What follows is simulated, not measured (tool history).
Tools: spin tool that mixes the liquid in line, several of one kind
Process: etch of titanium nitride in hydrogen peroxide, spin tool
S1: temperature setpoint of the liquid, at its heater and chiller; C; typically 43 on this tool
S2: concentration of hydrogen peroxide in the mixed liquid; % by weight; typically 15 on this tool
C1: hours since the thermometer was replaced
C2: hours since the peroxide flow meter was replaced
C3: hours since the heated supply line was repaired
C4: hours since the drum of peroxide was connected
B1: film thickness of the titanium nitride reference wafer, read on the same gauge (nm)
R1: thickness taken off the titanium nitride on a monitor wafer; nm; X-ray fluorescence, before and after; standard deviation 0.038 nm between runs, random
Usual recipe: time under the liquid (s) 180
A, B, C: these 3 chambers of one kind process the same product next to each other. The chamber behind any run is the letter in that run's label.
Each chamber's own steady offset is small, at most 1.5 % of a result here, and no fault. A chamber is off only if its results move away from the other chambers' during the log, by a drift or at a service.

Run 1C, hour 10.2: usual settings; C1 168.3; C2 544.1; C3 1968.9; C4 407.4; B1 110. Result: R1 3.1125 nm.
At hour 14: chamber A: heated supply line repaired.
Run 2A, hour 18.1: usual settings; C1 487.1; C2 410.1; C3 4.2; C4 449; B1 110.01. Result: R1 3.071 nm.
Run 3B, hour 24.7: usual settings; C1 695; C2 669.4; C3 2146.5; C4 1216.9; B1 109.99. Result: R1 3.0083 nm.
Run 4C, hour 35.7: usual settings; C1 193.8; C2 569.6; C3 1994.4; C4 432.9; B1 109.95. Result: R1 3.0975 nm.
Run 5B, hour 40.8: usual settings; C1 711.1; C2 685.5; C3 2162.6; C4 1233; B1 109.98. Result: R1 3.0565 nm.
Run 6A, hour 46.9: usual settings; C1 515.9; C2 438.9; C3 33; C4 477.8; B1 110.01. Result: R1 3.0354 nm.
Run 7C, hour 53.6: usual settings; C1 211.7; C2 587.5; C3 2012.3; C4 450.8; B1 110.01. Result: R1 3.0369 nm.
Run 8A, hour 61.6: usual settings; C1 530.6; C2 453.6; C3 47.7; C4 492.5; B1 110.01. Result: R1 3.0239 nm.
Run 9B, hour 72: usual settings; C1 742.3; C2 716.7; C3 2193.8; C4 1264.2; B1 109.99. Result: R1 3.034 nm.
Run 10B, hour 77.7: usual settings but S2 12 % by weight, time under the liquid (s) 130; C1 748; C2 722.4; C3 2199.5; C4 1269.9; B1 110. Result: R1 2.0427 nm.
Run 11C, hour 83.3: usual settings but S2 12 % by weight, time under the liquid (s) 130; C1 241.4; C2 617.2; C3 2042; C4 480.5; B1 110. Result: R1 2.1127 nm.
Run 12A, hour 88.5: usual settings but S2 12 % by weight, time under the liquid (s) 130; C1 557.5; C2 480.5; C3 74.6; C4 519.4; B1 109.97. Result: R1 2.1087 nm.
Run 13A, hour 96.9: usual settings; C1 565.9; C2 488.9; C3 83; C4 527.8; B1 110.02. Result: R1 3.098 nm.
At hour 103.4: chamber C: new drum of peroxide connected.
Run 14C, hour 107.5: usual settings; C1 265.6; C2 641.4; C3 2066.2; C4 4.2; B1 109.99. Result: R1 3.0842 nm.
Run 15B, hour 113.2: usual settings; C1 783.5; C2 757.9; C3 2235; C4 1305.4; B1 109.98. Result: R1 3.0032 nm.
Run 16A, hour 121.8: usual settings; C1 590.8; C2 513.8; C3 107.9; C4 552.7; B1 110. Result: R1 3.0686 nm.
Run 17C, hour 133.3: usual settings but S1 35 C, time under the liquid (s) 135; C1 291.4; C2 667.2; C3 2092; C4 30; B1 110.06. Result: R1 1.2761 nm.
Run 18B, hour 140.6: usual settings but S1 35 C, time under the liquid (s) 135; C1 810.9; C2 785.3; C3 2262.4; C4 1332.8; B1 110.01. Result: R1 1.22 nm.
Run 19C, hour 150: usual settings but S1 35 C, time under the liquid (s) 135; C1 308.1; C2 683.9; C3 2108.7; C4 46.7; B1 110.01. Result: R1 1.2606 nm.
Run 20A, hour 160.5: usual settings; C1 629.5; C2 552.5; C3 146.6; C4 591.4; B1 109.97. Result: R1 2.9561 nm.
Run 21B, hour 168.9: usual settings; C1 839.2; C2 813.6; C3 2290.7; C4 1361.1; B1 110.03. Result: R1 2.9647 nm.
At hour 177.8: chamber B: peroxide flow meter replaced.
Run 22A, hour 179.4: usual settings; C1 648.4; C2 571.4; C3 165.5; C4 610.3; B1 110.03. Result: R1 2.8685 nm.
Run 23C, hour 189: usual settings; C1 347.1; C2 722.9; C3 2147.7; C4 85.7; B1 110. Result: R1 3.1465 nm.
Run 24B, hour 195.2: usual settings; C1 865.5; C2 17.5; C3 2317; C4 1387.4; B1 109.99. Result: R1 3.0279 nm.
Run 25C, hour 201.8: usual settings; C1 359.9; C2 735.7; C3 2160.5; C4 98.5; B1 110. Result: R1 3.0744 nm.
Run 26B, hour 208.4: usual settings; C1 878.7; C2 30.7; C3 2330.2; C4 1400.6; B1 110.01. Result: R1 2.9829 nm.
Run 27A, hour 217.9: usual settings but S1 46.5 C, S2 18.5 % by weight; C1 686.9; C2 609.9; C3 204; C4 648.8; B1 110.05. Result: R1 3.8274 nm.
Run 28B, hour 226.5: usual settings but S1 46.5 C, S2 18.5 % by weight; C1 896.8; C2 48.8; C3 2348.3; C4 1418.7; B1 110.01. Result: R1 3.9992 nm.
At hour 229.2: chamber B: new drum of peroxide connected.
Run 29C, hour 237.9: usual settings but S1 46.5 C, S2 18.5 % by weight; C1 396; C2 771.8; C3 2196.6; C4 134.6; B1 110. Result: R1 4.1711 nm.
Run 30A, hour 245: usual settings; C1 714; C2 637; C3 231.1; C4 675.9; B1 110.02. Result: R1 2.8261 nm.
At hour 245.9: chamber B: thermometer replaced.
Run 31A, hour 255.5: usual settings; C1 724.5; C2 647.5; C3 241.6; C4 686.4; B1 109.99. Result: R1 2.8187 nm.
Run 32B, hour 266.7: usual settings; C1 20.9; C2 89; C3 2388.5; C4 37.5; B1 109.98. Result: R1 3.0462 nm.
Run 33C, hour 272.8: usual settings; C1 430.9; C2 806.7; C3 2231.5; C4 169.5; B1 109.98. Result: R1 3.1474 nm.
Run 34B, hour 278.3: usual settings; C1 32.5; C2 100.6; C3 2400.1; C4 49.1; B1 109.98. Result: R1 3.0722 nm.
Run 35C, hour 284.2: usual settings; C1 442.3; C2 818.1; C3 2242.9; C4 180.9; B1 110.02. Result: R1 3.1292 nm.
Run 36A, hour 293.5: usual settings but S2 16.5 % by weight, time under the liquid (s) 95; C1 762.5; C2 685.5; C3 279.6; C4 724.4; B1 110.05. Result: R1 1.4674 nm.
Run 37B, hour 301.5: usual settings but S2 16.5 % by weight, time under the liquid (s) 95; C1 55.7; C2 123.8; C3 2423.3; C4 72.3; B1 110. Result: R1 1.6534 nm.
Run 38A, hour 308.3: usual settings but S2 16.5 % by weight, time under the liquid (s) 95; C1 777.3; C2 700.3; C3 294.4; C4 739.2; B1 110.01. Result: R1 1.4474 nm.
Run 39C, hour 319.6: usual settings; C1 477.7; C2 853.5; C3 2278.3; C4 216.3; B1 110.01. Result: R1 3.1156 nm.

Next, all 3 chambers run the settings below, one line each with question marks for the results. What does each chamber give?
Run 40A, hour 327.9: usual settings but time under the liquid (s) 285. Result: R1 ?.
Run 40B, hour 327.9: usual settings but time under the liquid (s) 285. Result: R1 ?.
Run 40C, hour 327.9: usual settings but time under the liquid (s) 285. Result: R1 ?.

run      R1
40A  4.1914
40B  4.7563
40C  4.7631
